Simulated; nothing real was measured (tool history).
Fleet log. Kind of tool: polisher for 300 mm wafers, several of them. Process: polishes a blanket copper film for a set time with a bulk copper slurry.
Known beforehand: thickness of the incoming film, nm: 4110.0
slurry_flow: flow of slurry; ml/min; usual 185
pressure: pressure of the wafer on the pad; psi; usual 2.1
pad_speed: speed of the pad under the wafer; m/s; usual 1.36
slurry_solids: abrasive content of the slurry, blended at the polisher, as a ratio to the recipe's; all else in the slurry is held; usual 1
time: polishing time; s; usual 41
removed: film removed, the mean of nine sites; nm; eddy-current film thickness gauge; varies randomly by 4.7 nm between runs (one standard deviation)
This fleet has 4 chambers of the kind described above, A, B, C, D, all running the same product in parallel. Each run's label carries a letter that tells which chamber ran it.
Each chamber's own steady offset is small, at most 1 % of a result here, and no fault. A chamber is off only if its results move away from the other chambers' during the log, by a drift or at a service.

run	hour	slurry_flow	pressure	pad_speed	slurry_solids	time	removed
# hour 4: chamber B: worn pad replaced by a new one
1B	7	185	2.1	1.36	1	41	378.28
2D	12.1	185	2.1	1.36	1	41	387.18
3C	15.8	185	2.1	1.36	1	41	380.61
4A	24.2	185	2.1	1.36	1	41	376.61
5A	31.5	185	2.1	1.36	1	41	372.4
# hour 36.1: chamber D: worn pad replaced by a new one
6D	37.3	185	2.1	1.36	1	41	380.33
7C	44	185	2.1	1.36	1	41	380.77
# hour 44.8: chamber A: slurry blender recalibrated
8B	51.3	205	2.6	1.36	1	41	475.52
9B	55.6	205	2.6	1.36	1	41	478.38
# hour 55.7: chamber C: worn pad replaced by a new one
10A	63.8	205	2.6	1.36	1	41	469.43
11D	71.5	205	2.6	1.36	1	41	484.59
# hour 73.9: chamber C: slurry blender recalibrated
# hour 74.1: chamber A: worn pad replaced by a new one
12C	79.3	210	2.1	1.36	1	41	387.13
# hour 86.4: chamber B: worn pad replaced by a new one
13C	86.9	210	2.1	1.36	1	41	385.8
14B	94.7	210	2.1	1.36	1	41	387.43
# hour 95.5: chamber C: head pressure recalibrated
15D	100.3	210	2.1	1.36	1	41	392.23
# hour 105.8: chamber A: slurry nozzle cleaned
16A	107.6	185	2.1	1.36	1	41	380.88
# hour 110.3: chamber D: slurry blender recalibrated
17B	113.6	185	2.1	1.36	1	41	386.78
# hour 115.2: chamber D: slurry nozzle cleaned
18D	120.3	185	2.1	1.36	1	41	385.22
19A	125.1	185	2.1	1.36	1	41	370.53
# hour 129.2: chamber C: worn pad replaced by a new one
20C	132.1	185	2.1	1.36	1	41	344.73
21B	136.8	185	2.1	1.36	1	41	382.72
22D	143.1	185	2.1	1.36	1	41	388.74
23C	148	185	2.1	1.36	1	41	347.88
# hour 152.2: chamber A: worn pad replaced by a new one
24A	155.5	185	2.1	1.36	1	41	382.7
# hour 157.3: chamber D: worn pad replaced by a new one
25A	160.9	185	2.1	1.36	1	41	376.16
26B	166.2	185	2.1	0.94	1	41	256.01
27D	172.5	185	2.1	0.94	1	41	266.47
# hour 174: chamber B: worn pad replaced by a new one
# hour 174.9: chamber C: slurry blender recalibrated
28C	179.6	185	2.1	0.94	1	41	238.63
29B	183.3	185	2.1	0.94	1	41	259.95
30C	188.8	225	2.1	1.36	1	41	354.93
31D	192.6	225	2.1	1.36	1	41	388.62
# hour 194.1: chamber C: worn pad replaced by a new one
32A	198.5	225	2.1	1.36	1	41	382.28
33C	204.4	225	2.1	1.36	1	41	353.3
34B	210.4	185	2.1	1.36	1	41	387.42
35A	215.8	185	2.1	1.36	1	41	375.69
36D	219.7	185	2.1	1.36	1	41	387.13
# hour 221.2: chamber A: worn pad replaced by a new one
37D	225.7	185	2.1	1.36	1	41	383.09
38A	232.8	185	2.5	1.36	1	41	442.57
39B	237.5	185	2.5	1.36	1	41	451.93

Is one chamber out of step, is the gauge drifting, or do the chambers differ by no more than their own small offsets? For an off chamber, give its letter and the likeliest cause.

Chamber C has stood off from the others ever since a service on it.
Likeliest cause: head's pressure below its setpoint, % = 10.5.

Which of the 4 candidates below, each the usual settings with something changed and its results left as question marks, puts chamber C back in line with what the other chambers give on the usual settings?
In-line tolerance around the mean of the other chambers on the usual settings: removed 16 nm
40C-1	243.5	185	2.2	1.42	1	42	?
40C-2	243.5	185	2.1	1.52	1	45	?
40C-3	243.5	180	2.1	1.36	1	33	?
40C-4	243.5	180	2.1	1.22	1	41	?

On the usual settings, the other chambers give on average: removed 379.98 nm
run	removed
40C-1	382.89
40C-2	418.99
40C-3	274.27
40C-4	306.21
40C-1 puts the chamber back in line with the other chambers.

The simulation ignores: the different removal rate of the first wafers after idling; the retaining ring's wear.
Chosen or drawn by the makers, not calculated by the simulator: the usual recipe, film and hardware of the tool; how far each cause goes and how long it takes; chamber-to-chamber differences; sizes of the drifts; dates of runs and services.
